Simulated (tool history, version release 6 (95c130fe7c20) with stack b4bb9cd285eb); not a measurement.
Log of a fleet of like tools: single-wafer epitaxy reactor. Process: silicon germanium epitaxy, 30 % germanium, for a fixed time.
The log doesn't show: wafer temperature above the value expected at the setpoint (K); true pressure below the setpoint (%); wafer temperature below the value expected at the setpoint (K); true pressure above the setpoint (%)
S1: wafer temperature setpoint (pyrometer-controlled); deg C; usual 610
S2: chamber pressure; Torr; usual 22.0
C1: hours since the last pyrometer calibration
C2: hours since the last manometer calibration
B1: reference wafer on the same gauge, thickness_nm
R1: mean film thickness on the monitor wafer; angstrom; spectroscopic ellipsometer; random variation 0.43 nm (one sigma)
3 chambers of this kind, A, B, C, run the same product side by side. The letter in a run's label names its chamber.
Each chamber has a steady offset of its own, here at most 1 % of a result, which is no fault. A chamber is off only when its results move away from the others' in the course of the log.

run 1A hour=8.9 | S1=610 S2=22.0 | C1=1025.2 C2=1306.7 | B1=66.268 | R1=733.84
run 2B hour=15.2 | S1=610 S2=22.0 | C1=530.0 C2=746.1 | B1=66.312 | R1=728.82
run 3C hour=23.4 | S1=610 S2=22.0 | C1=1398.3 C2=759.1 | B1=66.330 | R1=740.73
run 4A hour=32.3 | S1=610 S2=22.0 | C1=1048.6 C2=1330.1 | B1=66.372 | R1=735.05
run 5B hour=37.9 | S1=610 S2=22.0 | C1=552.7 C2=768.8 | B1=66.323 | R1=728.84
run 6C hour=43.7 | S1=610 S2=22.0 | C1=1418.6 C2=779.4 | B1=66.274 | R1=738.86
run 7A hour=51.5 | S1=610 S2=22.0 | C1=1067.8 C2=1349.3 | B1=66.273 | R1=739.41
run 8C hour=60.6 | S1=610 S2=22.0 | C1=1435.5 C2=796.3 | B1=66.434 | R1=731.07
run 9B hour=68.7 | S1=610 S2=22.0 | C1=583.5 C2=799.6 | B1=66.303 | R1=736.09
run 10C hour=74.8 | S1=610 S2=22.0 | C1=1449.7 C2=810.5 | B1=66.296 | R1=736.25
run 11A hour=82.6 | S1=610 S2=22.0 | C1=1098.9 C2=1380.4 | B1=66.293 | R1=738.90
run 12B hour=88.8 | S1=610 S2=22.0 | C1=603.6 C2=819.7 | B1=66.296 | R1=732.41
run 13B hour=97.7 | S1=610 S2=22.0 | C1=612.5 C2=828.6 | B1=66.230 | R1=725.64
run 14A hour=105.8 | S1=610 S2=22.0 | C1=1122.1 C2=1403.6 | B1=66.285 | R1=733.93
run 15C hour=114.2 | S1=610 S2=22.0 | C1=1489.1 C2=849.9 | B1=66.325 | R1=734.30
run 16C hour=121.0 | S1=610 S2=22.0 | C1=1495.9 C2=856.7 | B1=66.319 | R1=734.90
run 17B hour=129.9 | S1=610 S2=22.0 | C1=644.7 C2=860.8 | B1=66.343 | R1=725.09
run 18A hour=135.7 | S1=610 S2=22.0 | C1=1152.0 C2=1433.5 | B1=66.291 | R1=741.09
run 19C hour=143.1 | S1=616 S2=18.5 | C1=1518.0 C2=878.8 | B1=66.266 | R1=757.17
run 20A hour=147.3 | S1=616 S2=18.5 | C1=1163.6 C2=1445.1 | B1=66.238 | R1=766.19
run 21B hour=151.8 | S1=616 S2=18.5 | C1=666.6 C2=882.7 | B1=66.313 | R1=736.30
run 22C hour=160.4 | S1=610 S2=22.0 | C1=1535.3 C2=896.1 | B1=66.291 | R1=737.22
run 23B hour=165.5 | S1=610 S2=22.0 | C1=680.3 C2=896.4 | B1=66.308 | R1=710.78
run 24A hour=171.8 | S1=610 S2=22.0 | C1=1188.1 C2=1469.6 | B1=66.278 | R1=733.90
run 25A hour=179.9 | S1=610 S2=22.0 | C1=1196.2 C2=1477.7 | B1=66.251 | R1=730.71
run 26B hour=184.5 | S1=610 S2=22.0 | C1=699.3 C2=915.4 | B1=66.331 | R1=707.29
run 27C hour=193.8 | S1=610 S2=22.0 | C1=1568.7 C2=929.5 | B1=66.409 | R1=733.24
run 28C hour=201.0 | S1=622 S2=22.0 | C1=1575.9 C2=936.7 | B1=66.279 | R1=908.45
run 29A hour=209.9 | S1=622 S2=22.0 | C1=1226.2 C2=1507.7 | B1=66.170 | R1=909.25
run 30B hour=214.5 | S1=622 S2=22.0 | C1=729.3 C2=945.4 | B1=66.271 | R1=879.08
run 31A hour=220.9 | S1=610 S2=22.0 | C1=1237.2 C2=1518.7 | B1=66.257 | R1=739.62
run 32C hour=225.7 | S1=610 S2=22.0 | C1=1600.6 C2=961.4 | B1=66.419 | R1=734.04

What goes on in this fleet: one chamber off, a drifting gauge, or nothing beyond the chambers' own small offsets? Name the chamber and the cause, if any.

Chamber B drifts away from the others.
Cause: wafer temperature below the value expected at the setpoint (K) = 2.12.
The log may not tell that from: true pressure below the setpoint (%).

Here are 4 candidates for chamber B's next run, each the usual settings with a change, their results left as question marks. Which one brings its results back in line with what the others give on the usual settings?
In line means no further than this from the other chambers' mean on the usual settings: R1 15.00 angstrom
run 33B-1 hour=232.5 | S1=614 S2=22.6 | R1=?
run 33B-2 hour=232.5 | S1=612 S2=22.3 | R1=?
run 33B-3 hour=232.5 | S1=608 S2=21.7 | R1=?
run 33B-4 hour=232.5 | S1=606 S2=21.4 | R1=?

The other chambers' mean on the usual settings: R1 735.51 angstrom
run=33B-1 R1=762.85
run=33B-2 R1=731.78
run=33B-3 R1=672.91
run=33B-4 R1=645.04
33B-2 brings the chamber back in line.
